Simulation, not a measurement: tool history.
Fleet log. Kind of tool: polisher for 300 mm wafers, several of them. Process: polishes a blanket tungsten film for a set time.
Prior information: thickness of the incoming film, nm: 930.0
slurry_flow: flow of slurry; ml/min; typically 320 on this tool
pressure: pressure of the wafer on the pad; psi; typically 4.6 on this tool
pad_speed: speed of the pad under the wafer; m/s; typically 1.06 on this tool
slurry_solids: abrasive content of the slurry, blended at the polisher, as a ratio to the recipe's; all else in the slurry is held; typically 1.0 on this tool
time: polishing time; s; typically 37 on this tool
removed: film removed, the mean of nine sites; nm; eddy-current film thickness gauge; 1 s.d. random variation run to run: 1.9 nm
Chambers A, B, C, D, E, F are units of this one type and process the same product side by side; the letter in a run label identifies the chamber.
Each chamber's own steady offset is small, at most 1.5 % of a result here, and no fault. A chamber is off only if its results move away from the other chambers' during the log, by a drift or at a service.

run,day,slurry_flow,pressure,pad_speed,slurry_solids,time,removed
# day 0.208: chamber B: slurry tank refilled with fresh slurry and peroxide
# day 0.258: chamber C: slurry tank refilled with fresh slurry and peroxide
1C,0.262,320,4.6,1.06,1.0,37,199.43
# day 0.471: chamber B: slurry blender recalibrated
# day 0.488: chamber B: worn pad replaced by a new one
2D,0.688,320,4.6,1.06,1.0,37,196.92
# day 0.858: chamber F: slurry tank refilled with fresh slurry and peroxide
3A,1.000,320,4.6,1.06,1.0,37,195.35
# day 1.221: chamber D: slurry tank refilled with fresh slurry and peroxide
# day 1.229: chamber D: worn pad replaced by a new one
4E,1.279,320,4.6,1.06,1.0,37,198.45
5F,1.788,425,5.9,1.06,1.0,37,256.09
# day 1.829: chamber E: slurry tank refilled with fresh slurry and peroxide
6B,2.096,425,5.9,1.06,1.0,37,265.64
# day 2.129: chamber F: worn pad replaced by a new one
# day 2.242: chamber C: slurry nozzle cleaned
7F,2.600,425,5.9,1.06,1.0,37,261.41
8D,3.104,425,5.9,1.06,1.0,37,265.52
9C,3.500,425,5.9,1.06,1.0,37,260.87
# day 3.642: chamber E: worn pad replaced by a new one
# day 3.675: chamber C: slurry tank refilled with fresh slurry and peroxide
# day 3.762: chamber E: head pressure recalibrated
10B,3.762,425,5.9,1.06,1.0,37,262.34
# day 3.946: chamber C: worn pad replaced by a new one
# day 4.104: chamber B: worn pad replaced by a new one
11A,4.142,320,4.6,1.06,1.0,37,197.57
# day 4.262: chamber A: slurry blender recalibrated
# day 4.588: chamber A: worn pad replaced by a new one
12E,4.588,320,4.6,1.06,1.0,37,196.58
# day 4.767: chamber D: worn pad replaced by a new one
13D,4.858,320,4.6,1.06,1.0,37,201.36
# day 5.100: chamber B: slurry tank refilled with fresh slurry and peroxide
14A,5.100,320,4.6,1.06,1.0,37,198.44
15C,5.529,320,4.6,1.06,1.0,37,197.20
# day 5.638: chamber F: head pressure recalibrated
# day 5.833: chamber F: slurry nozzle cleaned
16B,5.917,320,4.6,1.06,1.1,37,203.30
# day 6.012: chamber F: slurry blender recalibrated
# day 6.100: chamber F: worn pad replaced by a new one
17F,6.300,320,4.6,1.06,1.1,37,204.18
# day 6.542: chamber C: head pressure recalibrated
18E,6.812,320,4.6,1.06,1.1,37,202.47
# day 7.238: chamber D: slurry tank refilled with fresh slurry and peroxide
19A,7.242,320,4.6,1.06,1.1,37,198.44
# day 7.342: chamber C: slurry tank refilled with fresh slurry and peroxide
20D,7.488,320,4.6,1.06,1.1,37,201.94
# day 7.608: chamber B: worn pad replaced by a new one
# day 7.712: chamber E: slurry tank refilled with fresh slurry and peroxide
21B,7.838,320,4.6,1.06,1.1,37,205.69
# day 8.258: chamber E: worn pad replaced by a new one
# day 8.258: chamber D: worn pad replaced by a new one
# day 8.258: chamber A: slurry tank refilled with fresh slurry and peroxide
22F,8.358,320,4.6,1.06,1.0,37,198.14
23C,8.671,320,4.6,1.06,1.0,37,212.66
# day 8.708: chamber F: slurry tank refilled with fresh slurry and peroxide
# day 8.900: chamber A: worn pad replaced by a new one
24E,8.967,320,3.8,1.18,1.0,37,184.24
# day 9.267: chamber C: worn pad replaced by a new one
25E,9.338,320,3.8,1.18,1.0,37,181.90
# day 9.388: chamber F: worn pad replaced by a new one
# day 9.679: chamber B: slurry tank refilled with fresh slurry and peroxide
# day 9.708: chamber A: slurry blender recalibrated
26B,9.738,320,3.8,1.18,1.0,37,182.31
27D,10.267,320,3.8,1.18,1.0,37,184.69
# day 10.529: chamber B: worn pad replaced by a new one
28A,10.692,320,3.8,1.18,1.0,37,183.83
# day 10.842: chamber B: head pressure recalibrated
# day 10.988: chamber C: slurry tank refilled with fresh slurry and peroxide
# day 11.079: chamber D: slurry blender recalibrated
29F,11.167,320,3.8,1.18,1.0,37,182.36
# day 11.229: chamber D: worn pad replaced by a new one
30C,11.567,320,4.6,1.06,1.0,37,210.87
# day 11.608: chamber E: slurry nozzle cleaned
31F,11.883,320,4.6,1.06,1.0,37,197.72
32A,12.400,320,4.6,0.94,1.2,37,185.92
# day 12.696: chamber F: worn pad replaced by a new one
# day 12.738: chamber D: slurry nozzle cleaned
33D,12.754,320,4.6,0.94,1.2,37,184.42
# day 12.892: chamber E: worn pad replaced by a new one
34B,13.238,320,4.6,0.94,1.2,37,188.99
# day 13.358: chamber A: worn pad replaced by a new one
# day 13.600: chamber B: worn pad replaced by a new one
35E,13.704,320,4.6,0.94,1.2,37,183.75
# day 13.796: chamber D: slurry tank refilled with fresh slurry and peroxide
# day 13.825: chamber E: slurry tank refilled with fresh slurry and peroxide
# day 13.908: chamber C: slurry tank refilled with fresh slurry and peroxide
# day 13.967: chamber A: slurry blender recalibrated
# day 14.046: chamber C: slurry blender recalibrated
36C,14.100,320,4.6,0.94,1.2,37,198.39
# day 14.246: chamber C: worn pad replaced by a new one
# day 14.350: chamber B: slurry tank refilled with fresh slurry and peroxide
37C,14.417,320,4.6,0.94,1.2,37,197.54
# day 14.462: chamber D: worn pad replaced by a new one
38B,14.904,320,4.6,1.06,1.0,37,199.47
# day 15.217: chamber A: slurry tank refilled with fresh slurry and peroxide
39A,15.367,320,5.1,1.06,1.0,37,221.83
40D,15.679,320,5.1,1.06,1.0,37,221.11
41F,15.942,320,5.1,1.06,1.0,37,221.54
42E,16.179,320,5.1,1.06,1.0,37,222.19

For the next run the whole fleet of 6 chambers uses the same settings. Give each chamber's results:
43A,16.558,320,4.6,1.30,1.0,37,?
43B,16.558,320,4.6,1.30,1.0,37,?
43C,16.558,320,4.6,1.30,1.0,37,?
43D,16.558,320,4.6,1.30,1.0,37,?
43E,16.558,320,4.6,1.30,1.0,37,?
43F,16.558,320,4.6,1.30,1.0,37,?

run,removed
43A,241.83
43B,245.05
43C,260.80
43D,240.60
43E,243.44
43F,241.97
